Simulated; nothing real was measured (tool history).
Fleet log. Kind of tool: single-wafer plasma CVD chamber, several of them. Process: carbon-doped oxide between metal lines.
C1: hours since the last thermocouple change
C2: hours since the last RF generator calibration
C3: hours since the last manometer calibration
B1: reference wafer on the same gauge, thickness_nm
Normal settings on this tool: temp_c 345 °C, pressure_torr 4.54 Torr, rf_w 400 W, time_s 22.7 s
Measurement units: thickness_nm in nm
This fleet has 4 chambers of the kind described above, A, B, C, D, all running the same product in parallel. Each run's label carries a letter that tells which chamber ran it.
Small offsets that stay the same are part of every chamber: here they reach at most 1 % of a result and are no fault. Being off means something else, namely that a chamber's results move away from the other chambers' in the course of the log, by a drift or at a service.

run 1D hour=8.2 | temp_c=345 pressure_torr=4.54 rf_w=400 time_s=22.7 | C1=700.9 C2=220.5 C3=1054.7 | B1=85.836 | thickness_nm=100.4
run 2A hour=23.6 | temp_c=345 pressure_torr=4.54 rf_w=400 time_s=22.7 | C1=237.2 C2=1201.1 C3=1909.8 | B1=85.56 | thickness_nm=100.19
run 3B hour=33 | temp_c=345 pressure_torr=4.54 rf_w=400 time_s=22.7 | C1=1652.6 C2=868.5 C3=845.8 | B1=85.608 | thickness_nm=99.287
run 4C hour=41 | temp_c=345 pressure_torr=4.54 rf_w=400 time_s=22.7 | C1=1593 C2=536.3 C3=1039.3 | B1=85.676 | thickness_nm=98.788
run 5A hour=56.5 | temp_c=345 pressure_torr=4.54 rf_w=400 time_s=22.7 | C1=270.1 C2=1234 C3=1942.7 | B1=85.71 | thickness_nm=100.21
run 6D hour=64.9 | temp_c=345 pressure_torr=4.54 rf_w=335 time_s=25.1 | C1=757.6 C2=277.2 C3=1111.4 | B1=85.685 | thickness_nm=96.263
-- hour=70.8 chamber C: thermocouple changed; heater temperature recalibrated
run 7B hour=77.5 | temp_c=345 pressure_torr=4.54 rf_w=335 time_s=25.1 | C1=1697.1 C2=913 C3=890.3 | B1=85.725 | thickness_nm=95.338
run 8C hour=88.3 | temp_c=345 pressure_torr=4.54 rf_w=335 time_s=25.1 | C1=17.6 C2=583.6 C3=1086.6 | B1=85.702 | thickness_nm=94.806
run 9D hour=96.7 | temp_c=345 pressure_torr=4.54 rf_w=335 time_s=25.1 | C1=789.4 C2=309 C3=1143.2 | B1=85.775 | thickness_nm=95.727
run 10B hour=108 | temp_c=345 pressure_torr=4.54 rf_w=400 time_s=22.7 | C1=1727.6 C2=943.5 C3=920.8 | B1=85.609 | thickness_nm=99.062
run 11C hour=121.9 | temp_c=345 pressure_torr=4.54 rf_w=400 time_s=22.7 | C1=51.2 C2=617.2 C3=1120.2 | B1=85.586 | thickness_nm=99.506
run 12A hour=131.3 | temp_c=345 pressure_torr=4.54 rf_w=400 time_s=22.7 | C1=344.9 C2=1308.8 C3=2017.5 | B1=85.822 | thickness_nm=100.56
-- hour=139.6 chamber D: capacitance manometer re-zeroed and calibrated
run 13A hour=145.1 | temp_c=345 pressure_torr=4.54 rf_w=400 time_s=22.7 | C1=358.7 C2=1322.6 C3=2031.3 | B1=85.695 | thickness_nm=100.44
run 14C hour=159.7 | temp_c=355 pressure_torr=4.54 rf_w=400 time_s=20 | C1=89 C2=655 C3=1158 | B1=85.656 | thickness_nm=84.576
run 15D hour=166.8 | temp_c=355 pressure_torr=4.54 rf_w=400 time_s=20 | C1=859.5 C2=379.1 C3=27.2 | B1=85.78 | thickness_nm=85.379
run 16B hour=176.2 | temp_c=355 pressure_torr=4.54 rf_w=400 time_s=20 | C1=1795.8 C2=1011.7 C3=989 | B1=85.616 | thickness_nm=84.988
run 17A hour=187.1 | temp_c=355 pressure_torr=4.54 rf_w=400 time_s=20 | C1=400.7 C2=1364.6 C3=2073.3 | B1=85.713 | thickness_nm=86.383
run 18B hour=197.5 | temp_c=345 pressure_torr=4.54 rf_w=400 time_s=22.7 | C1=1817.1 C2=1033 C3=1010.3 | B1=85.583 | thickness_nm=98.927
run 19C hour=208.4 | temp_c=345 pressure_torr=3.71 rf_w=360 time_s=22.7 | C1=137.7 C2=703.7 C3=1206.7 | B1=85.734 | thickness_nm=88.911
run 20D hour=218.5 | temp_c=345 pressure_torr=3.71 rf_w=360 time_s=22.7 | C1=911.2 C2=430.8 C3=78.9 | B1=85.703 | thickness_nm=90.122
run 21A hour=225.8 | temp_c=345 pressure_torr=3.71 rf_w=360 time_s=22.7 | C1=439.4 C2=1403.3 C3=2112 | B1=85.79 | thickness_nm=88.946
run 22C hour=234 | temp_c=345 pressure_torr=3.71 rf_w=360 time_s=22.7 | C1=163.3 C2=729.3 C3=1232.3 | B1=85.71 | thickness_nm=88.868
-- hour=240.8 chamber B: RF generator calibrated
run 23D hour=249.9 | temp_c=345 pressure_torr=4.54 rf_w=400 time_s=22.7 | C1=942.6 C2=462.2 C3=110.3 | B1=85.56 | thickness_nm=99.114
run 24B hour=260.7 | temp_c=345 pressure_torr=4.54 rf_w=400 time_s=22.7 | C1=1880.3 C2=20 C3=1073.5 | B1=85.794 | thickness_nm=99.42
-- hour=269.3 chamber B: thermocouple changed; heater temperature recalibrated
run 25B hour=276.4 | temp_c=345 pressure_torr=4.54 rf_w=400 time_s=22.7 | C1=7.1 C2=35.7 C3=1089.2 | B1=85.75 | thickness_nm=99.376
run 26A hour=289.8 | temp_c=345 pressure_torr=4.54 rf_w=400 time_s=22.7 | C1=503.4 C2=1467.3 C3=2176 | B1=85.711 | thickness_nm=99.329
run 27D hour=304.2 | temp_c=345 pressure_torr=4.54 rf_w=400 time_s=22.7 | C1=996.9 C2=516.5 C3=164.6 | B1=85.74 | thickness_nm=99.97
run 28C hour=318.8 | temp_c=345 pressure_torr=4.54 rf_w=400 time_s=22.7 | C1=248.1 C2=814.1 C3=1317.1 | B1=85.744 | thickness_nm=97.42
run 29A hour=327.4 | temp_c=345 pressure_torr=4.54 rf_w=400 time_s=22.7 | C1=541 C2=1504.9 C3=2213.6 | B1=85.716 | thickness_nm=99.323
run 30C hour=340.3 | temp_c=345 pressure_torr=4.54 rf_w=400 time_s=22.7 | C1=269.6 C2=835.6 C3=1338.6 | B1=85.603 | thickness_nm=95.79
run 31D hour=354.9 | temp_c=354 pressure_torr=4.54 rf_w=400 time_s=24.8 | C1=1047.6 C2=567.2 C3=215.3 | B1=85.841 | thickness_nm=106
run 32B hour=364 | temp_c=354 pressure_torr=4.54 rf_w=400 time_s=24.8 | C1=94.7 C2=123.3 C3=1176.8 | B1=85.709 | thickness_nm=105.43
run 33A hour=377.9 | temp_c=354 pressure_torr=4.54 rf_w=400 time_s=24.8 | C1=591.5 C2=1555.4 C3=2264.1 | B1=85.722 | thickness_nm=106.58
run 34D hour=393.2 | temp_c=354 pressure_torr=4.54 rf_w=400 time_s=24.8 | C1=1085.9 C2=605.5 C3=253.6 | B1=85.707 | thickness_nm=105.95
run 35B hour=404.1 | temp_c=345 pressure_torr=4.54 rf_w=400 time_s=22.7 | C1=134.8 C2=163.4 C3=1216.9 | B1=85.671 | thickness_nm=100.11
run 36C hour=419.6 | temp_c=345 pressure_torr=4.54 rf_w=400 time_s=19.3 | C1=348.9 C2=914.9 C3=1417.9 | B1=85.8 | thickness_nm=81.792
run 37D hour=427.5 | temp_c=345 pressure_torr=4.54 rf_w=400 time_s=19.3 | C1=1120.2 C2=639.8 C3=287.9 | B1=85.658 | thickness_nm=84.685
run 38B hour=438.1 | temp_c=345 pressure_torr=4.54 rf_w=400 time_s=19.3 | C1=168.8 C2=197.4 C3=1250.9 | B1=85.661 | thickness_nm=85.217
run 39C hour=453.8 | temp_c=345 pressure_torr=4.54 rf_w=400 time_s=19.3 | C1=383.1 C2=949.1 C3=1452.1 | B1=85.633 | thickness_nm=80.549
run 40A hour=466.7 | temp_c=345 pressure_torr=4.54 rf_w=400 time_s=22.7 | C1=680.3 C2=1644.2 C3=2352.9 | B1=85.705 | thickness_nm=100.71
run 41D hour=478.1 | temp_c=345 pressure_torr=4.54 rf_w=400 time_s=21 | C1=1170.8 C2=690.4 C3=338.5 | B1=85.698 | thickness_nm=92.21
run 42A hour=490.3 | temp_c=345 pressure_torr=4.54 rf_w=400 time_s=21 | C1=703.9 C2=1667.8 C3=2376.5 | B1=85.671 | thickness_nm=92.99
run 43C hour=497.1 | temp_c=345 pressure_torr=4.54 rf_w=400 time_s=21 | C1=426.4 C2=992.4 C3=1495.4 | B1=85.685 | thickness_nm=86.282

Which is it: a chamber that has drifted or been left off by a service, a gauge drift common to all chambers, or only each chamber's usual small offset? If a chamber is off, name it and its likeliest cause.

It is chamber C that slowly wanders off from its peers.
Cause: delivered RF power below the setpoint (%) = 7.46.

Below are 4 candidate recipes for chamber C's next run, each the usual settings with a change, their results shown as question marks. Which of them brings C's results back in line with what the other chambers give on the usual settings?
Allowed miss from the other chambers' usual-settings mean, per result, to count as in line: thickness_nm 1.7 nm
run 44C-1 hour=508.5 | temp_c=347 pressure_torr=4.44 rf_w=370 time_s=22.7 | thickness_nm=?
run 44C-2 hour=508.5 | temp_c=345 pressure_torr=4.64 rf_w=435 time_s=22.7 | thickness_nm=?
run 44C-3 hour=508.5 | temp_c=341 pressure_torr=4.75 rf_w=470 time_s=22.7 | thickness_nm=?
run 44C-4 hour=508.5 | temp_c=348 pressure_torr=4.35 rf_w=340 time_s=22.7 | thickness_nm=?

On the usual settings, the other chambers give on average: thickness_nm 99.788 nm
run=44C-1 thickness_nm=87.198
run=44C-2 thickness_nm=99.834
run=44C-3 thickness_nm=107.35
run=44C-4 thickness_nm=81.237
The answer is 44C-2, which returns the chamber to within the allowed miss of the others.
